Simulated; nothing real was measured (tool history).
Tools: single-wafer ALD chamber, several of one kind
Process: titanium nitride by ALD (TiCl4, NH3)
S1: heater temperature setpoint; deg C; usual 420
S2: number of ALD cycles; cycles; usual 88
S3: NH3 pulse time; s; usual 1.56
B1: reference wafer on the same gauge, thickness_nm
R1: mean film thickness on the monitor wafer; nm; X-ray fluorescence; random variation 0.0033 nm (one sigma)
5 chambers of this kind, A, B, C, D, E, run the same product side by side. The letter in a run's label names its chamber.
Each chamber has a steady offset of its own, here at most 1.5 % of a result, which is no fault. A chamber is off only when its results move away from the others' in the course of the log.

run   hour   S1   S2    S3      B1      R1
 1A    3.5  420   88  1.56  1.9897  1.9415
 2B    6.2  420   88  1.56  1.9893  1.9414
 3C    8.4  420   88  1.56  1.9894  1.9476
 4E   11.9  420   88  1.56  1.9883  1.9476
 5D   16.3  420   88  1.56  1.9882  1.9619
 6E   20.4  420   88  1.56  1.9875  1.9401
 7A   24.7  420   88  1.56  1.9876  1.9334
 8C   29.4  420   88  1.56  1.9856  1.9463
 9D   31.9  420   88  1.56  1.9850  1.9638
10B   34.3  420   88  1.56  1.9856  1.9361
11D   38.4  420   88  1.56  1.9856  1.9631
12C   40.9  420  102  1.56  1.9853  2.2546
13E   43.3  420  102  1.56  1.9839  2.2480
14B   46.2  420  102  1.56  1.9847  2.2431
15A   50.4  420  102  1.56  1.9826  2.2406
16D   52.6  420  102  1.56  1.9832  2.2771
17C   56.6  420   88  1.56  1.9828  1.9490
18B   59.2  410   79  1.56  1.9824  1.7276
19E   61.4  410   79  1.56  1.9815  1.7371
20A   65.0  410   79  1.56  1.9820  1.7267
21B   67.3  410   79  1.56  1.9816  1.7234
22D   70.7  410   79  1.56  1.9800  1.7465
23E   73.8  420   88  1.56  1.9801  1.9384
24A   76.1  420   88  1.56  1.9806  1.9333
25C   79.7  420   88  1.56  1.9792  1.9450
26D   83.7  420   88  1.56  1.9798  1.9521
27C   88.3  420   88  1.56  1.9785  1.9337
28A   90.7  420   88  1.56  1.9783  1.9240
29B   95.3  420   88  1.56  1.9777  1.9350
30E   98.0  420   88  1.56  1.9771  1.9357
31B  101.9  420   88  1.56  1.9770  1.9306
32A  104.4  420   88  1.56  1.9766  1.9220

Is one chamber off against the others, does the gauge drift, or is nothing wrong? If a chamber is off, say which, and what the likeliest cause is.

The gauge drifts, so all chambers seem to drift together. No chamber is off.
Cause: gauge reads low (%) = 0.709.
